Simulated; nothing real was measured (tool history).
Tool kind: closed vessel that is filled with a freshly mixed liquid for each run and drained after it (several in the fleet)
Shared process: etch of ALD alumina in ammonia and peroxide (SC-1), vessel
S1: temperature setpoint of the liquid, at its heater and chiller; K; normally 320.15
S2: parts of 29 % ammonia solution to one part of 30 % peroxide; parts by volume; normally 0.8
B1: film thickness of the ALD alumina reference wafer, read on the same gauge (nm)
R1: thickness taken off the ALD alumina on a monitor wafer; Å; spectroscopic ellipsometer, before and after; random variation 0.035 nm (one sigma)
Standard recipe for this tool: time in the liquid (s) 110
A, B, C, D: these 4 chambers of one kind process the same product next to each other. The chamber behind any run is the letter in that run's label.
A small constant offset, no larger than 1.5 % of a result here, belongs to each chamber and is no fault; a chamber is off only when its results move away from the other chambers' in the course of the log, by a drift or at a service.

{"run": "1C", "hour": 2.3, "S1": 320.15, "S2": 0.8, "time in the liquid (s)": 110, "B1": 110.01, "R1": 53.789}
{"run": "2A", "hour": 5.0, "S1": 320.15, "S2": 0.8, "time in the liquid (s)": 110, "B1": 110, "R1": 54.156}
{"run": "3D", "hour": 9.0, "S1": 320.15, "S2": 0.8, "time in the liquid (s)": 110, "B1": 109.99, "R1": 54.614}
{"run": "4B", "hour": 12.7, "S1": 320.15, "S2": 0.8, "time in the liquid (s)": 110, "B1": 109.99, "R1": 54.114}
{"run": "5B", "hour": 16.0, "S1": 320.15, "S2": 0.8, "time in the liquid (s)": 110, "B1": 109.98, "R1": 54.261}
{"run": "6A", "hour": 19.8, "S1": 320.15, "S2": 0.8, "time in the liquid (s)": 110, "B1": 109.99, "R1": 53.759}
{"run": "7C", "hour": 21.9, "S1": 320.15, "S2": 0.8, "time in the liquid (s)": 110, "B1": 110.01, "R1": 53.768}
{"run": "8D", "hour": 24.1, "S1": 320.15, "S2": 0.8, "time in the liquid (s)": 110, "B1": 110, "R1": 54.955}
{"run": "9B", "hour": 26.2, "S1": 320.15, "S2": 0.8, "time in the liquid (s)": 110, "B1": 110.02, "R1": 53.104}
{"run": "10D", "hour": 28.5, "S1": 312.15, "S2": 0.8, "time in the liquid (s)": 110, "B1": 109.98, "R1": 34.221}
{"run": "11C", "hour": 32.0, "S1": 312.15, "S2": 0.8, "time in the liquid (s)": 110, "B1": 109.98, "R1": 34.186}
{"run": "12A", "hour": 35.2, "S1": 312.15, "S2": 0.8, "time in the liquid (s)": 110, "B1": 110, "R1": 33.821}
{"run": "13C", "hour": 38.9, "S1": 312.15, "S2": 0.8, "time in the liquid (s)": 110, "B1": 110, "R1": 33.764}
{"run": "14D", "hour": 42.1, "S1": 314.65, "S2": 0.6, "time in the liquid (s)": 110, "B1": 110.01, "R1": 38.417}
{"run": "15B", "hour": 44.0, "S1": 314.65, "S2": 0.6, "time in the liquid (s)": 110, "B1": 110.01, "R1": 37.224}
{"run": "16A", "hour": 47.3, "S1": 314.65, "S2": 0.6, "time in the liquid (s)": 110, "B1": 110.01, "R1": 38.467}
{"run": "17D", "hour": 51.0, "S1": 314.65, "S2": 0.6, "time in the liquid (s)": 110, "B1": 110, "R1": 38.726}
{"run": "18B", "hour": 53.8, "S1": 320.15, "S2": 0.8, "time in the liquid (s)": 110, "B1": 110.01, "R1": 51.909}
{"run": "19A", "hour": 55.7, "S1": 320.15, "S2": 0.8, "time in the liquid (s)": 110, "B1": 110.02, "R1": 54.375}
{"run": "20C", "hour": 60.0, "S1": 320.15, "S2": 0.8, "time in the liquid (s)": 110, "B1": 109.99, "R1": 53.852}
{"run": "21D", "hour": 63.6, "S1": 320.15, "S2": 0.8, "time in the liquid (s)": 110, "B1": 109.99, "R1": 54.532}
{"run": "22B", "hour": 67.6, "S1": 320.15, "S2": 0.8, "time in the liquid (s)": 110, "B1": 109.99, "R1": 51.418}
{"run": "23C", "hour": 70.1, "S1": 320.15, "S2": 0.8, "time in the liquid (s)": 110, "B1": 109.99, "R1": 54.051}
{"run": "24A", "hour": 73.6, "S1": 320.15, "S2": 0.8, "time in the liquid (s)": 110, "B1": 110, "R1": 54.181}
{"run": "25C", "hour": 77.1, "S1": 326.15, "S2": 0.8, "time in the liquid (s)": 110, "B1": 110.01, "R1": 74.723}

Next, all 4 chambers run the settings below, one line each with question marks for the results. What does each chamber give?
{"run": "26A", "hour": 80.2, "S1": 320.15, "S2": 0.8, "time in the liquid (s)": 110, "R1": "?"}
{"run": "26B", "hour": 80.2, "S1": 320.15, "S2": 0.8, "time in the liquid (s)": 110, "R1": "?"}
{"run": "26C", "hour": 80.2, "S1": 320.15, "S2": 0.8, "time in the liquid (s)": 110, "R1": "?"}
{"run": "26D", "hour": 80.2, "S1": 320.15, "S2": 0.8, "time in the liquid (s)": 110, "R1": "?"}

run=26A R1=54.115
run=26B R1=50.28
run=26C R1=54.06
run=26D R1=54.647
